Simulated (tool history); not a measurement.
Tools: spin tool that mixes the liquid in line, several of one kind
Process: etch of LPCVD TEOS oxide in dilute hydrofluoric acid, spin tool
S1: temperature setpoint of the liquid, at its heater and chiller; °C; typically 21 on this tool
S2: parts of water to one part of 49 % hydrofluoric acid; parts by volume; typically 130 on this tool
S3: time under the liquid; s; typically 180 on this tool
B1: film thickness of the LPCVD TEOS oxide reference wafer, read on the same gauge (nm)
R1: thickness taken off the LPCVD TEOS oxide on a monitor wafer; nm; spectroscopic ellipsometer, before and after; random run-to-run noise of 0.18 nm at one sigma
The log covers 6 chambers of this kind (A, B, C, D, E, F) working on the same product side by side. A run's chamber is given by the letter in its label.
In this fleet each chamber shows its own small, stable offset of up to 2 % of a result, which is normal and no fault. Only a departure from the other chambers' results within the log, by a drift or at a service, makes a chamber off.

{"run": "1D", "hour": 11.7, "S1": 21, "S2": 130, "S3": 180, "B1": 139.97, "R1": 25.185}
{"run": "2E", "hour": 20.0, "S1": 21, "S2": 130, "S3": 180, "B1": 140.01, "R1": 25.131}
{"run": "3B", "hour": 26.5, "S1": 21, "S2": 130, "S3": 180, "B1": 140.02, "R1": 25.049}
{"run": "4F", "hour": 35.0, "S1": 21, "S2": 130, "S3": 180, "B1": 140.01, "R1": 25.081}
{"run": "5C", "hour": 48.9, "S1": 21, "S2": 130, "S3": 180, "B1": 139.98, "R1": 25.294}
{"run": "6A", "hour": 62.6, "S1": 21, "S2": 130, "S3": 180, "B1": 140.03, "R1": 25.655}
{"run": "7D", "hour": 72.6, "S1": 21, "S2": 130, "S3": 180, "B1": 140.03, "R1": 25.366}
{"run": "8F", "hour": 86.0, "S1": 21, "S2": 130, "S3": 180, "B1": 140.0, "R1": 25.322}
{"run": "9C", "hour": 94.6, "S1": 21, "S2": 130, "S3": 180, "B1": 139.99, "R1": 24.928}
{"run": "10E", "hour": 104.1, "S1": 19, "S2": 130, "S3": 180, "B1": 140.0, "R1": 23.725}
{"run": "11B", "hour": 110.1, "S1": 19, "S2": 130, "S3": 180, "B1": 139.99, "R1": 23.01}
{"hour": 111.2, "done": "chamber D: thermometer replaced"}
{"run": "12A", "hour": 116.9, "S1": 19, "S2": 130, "S3": 180, "B1": 139.98, "R1": 23.52}
{"run": "13C", "hour": 125.7, "S1": 19, "S2": 130, "S3": 180, "B1": 139.99, "R1": 23.242}
{"run": "14E", "hour": 131.8, "S1": 19, "S2": 130, "S3": 180, "B1": 140.01, "R1": 23.393}
{"run": "15A", "hour": 140.2, "S1": 19, "S2": 130, "S3": 180, "B1": 140.02, "R1": 23.44}
{"run": "16D", "hour": 147.3, "S1": 21, "S2": 130, "S3": 180, "B1": 139.96, "R1": 25.021}
{"run": "17F", "hour": 159.3, "S1": 21, "S2": 130, "S3": 180, "B1": 140.02, "R1": 25.255}
{"run": "18B", "hour": 168.9, "S1": 21, "S2": 130, "S3": 180, "B1": 139.99, "R1": 24.971}
{"run": "19A", "hour": 177.6, "S1": 21, "S2": 130, "S3": 180, "B1": 140.02, "R1": 25.751}
{"run": "20E", "hour": 188.8, "S1": 21, "S2": 85, "S3": 180, "B1": 139.98, "R1": 41.74}
{"run": "21B", "hour": 197.1, "S1": 21, "S2": 85, "S3": 180, "B1": 140.02, "R1": 40.145}
{"run": "22D", "hour": 211.1, "S1": 21, "S2": 85, "S3": 180, "B1": 139.98, "R1": 40.47}
{"run": "23C", "hour": 219.2, "S1": 21, "S2": 85, "S3": 180, "B1": 139.99, "R1": 40.163}
{"run": "24F", "hour": 226.7, "S1": 21, "S2": 85, "S3": 180, "B1": 140.02, "R1": 41.156}
{"run": "25A", "hour": 238.6, "S1": 21, "S2": 85, "S3": 180, "B1": 140.01, "R1": 41.974}
{"run": "26C", "hour": 245.2, "S1": 21, "S2": 130, "S3": 180, "B1": 139.98, "R1": 25.404}
{"run": "27F", "hour": 253.2, "S1": 21, "S2": 130, "S3": 180, "B1": 140.01, "R1": 25.061}
{"run": "28D", "hour": 260.4, "S1": 21, "S2": 85, "S3": 140, "B1": 140.02, "R1": 30.786}
{"run": "29E", "hour": 273.0, "S1": 21, "S2": 85, "S3": 140, "B1": 139.98, "R1": 32.604}
{"run": "30B", "hour": 282.8, "S1": 21, "S2": 85, "S3": 140, "B1": 140.04, "R1": 30.978}
{"run": "31E", "hour": 289.2, "S1": 21, "S2": 85, "S3": 140, "B1": 139.99, "R1": 32.971}
{"hour": 300.3, "done": "chamber B: thermometer replaced"}
{"run": "32B", "hour": 300.8, "S1": 21, "S2": 85, "S3": 140, "B1": 139.99, "R1": 31.059}
{"run": "33C", "hour": 308.5, "S1": 21, "S2": 85, "S3": 140, "B1": 139.98, "R1": 31.131}
{"run": "34D", "hour": 317.3, "S1": 21, "S2": 130, "S3": 180, "B1": 140.0, "R1": 25.173}
{"run": "35A", "hour": 328.1, "S1": 21, "S2": 130, "S3": 180, "B1": 139.99, "R1": 25.99}
{"run": "36F", "hour": 339.2, "S1": 21, "S2": 130, "S3": 180, "B1": 139.99, "R1": 25.16}
{"run": "37D", "hour": 345.4, "S1": 21, "S2": 130, "S3": 180, "B1": 139.99, "R1": 25.271}
{"run": "38B", "hour": 358.9, "S1": 21, "S2": 130, "S3": 180, "B1": 140.0, "R1": 24.981}

Is one chamber off against the others, does the gauge drift, or is nothing wrong? If a chamber is off, say which, and what the likeliest cause is.

It is chamber E that slowly wanders off from its peers.
What lies behind it: liquid hotter than its thermometer reads (K) = 1.15.
The log may not tell that from: hydrofluoric acid flow above the setpoint (%).

Chamber E could run next with any of the 4 candidate recipes listed below; each alters the usual settings, and their results appear as question marks. Which one brings its results back in line with what the other chambers deliver on the usual settings?
Allowed miss from the other chambers' usual-settings mean, per result, to count as in line: R1 0.640 nm
{"run": "39E-1", "hour": 368.9, "S1": 21.0, "S2": 125, "S3": 190, "R1": "?"}
{"run": "39E-2", "hour": 368.9, "S1": 18.5, "S2": 130, "S3": 180, "R1": "?"}
{"run": "39E-3", "hour": 368.9, "S1": 21.0, "S2": 125, "S3": 180, "R1": "?"}
{"run": "39E-4", "hour": 368.9, "S1": 20.0, "S2": 130, "S3": 180, "R1": "?"}

The mean the other chambers reach with the usual settings: R1 25.215 nm
run=39E-1 R1=29.284
run=39E-2 R1=24.020
run=39E-3 R1=27.743
run=39E-4 R1=25.490
It is 39E-4 that realigns the chamber with its peers.
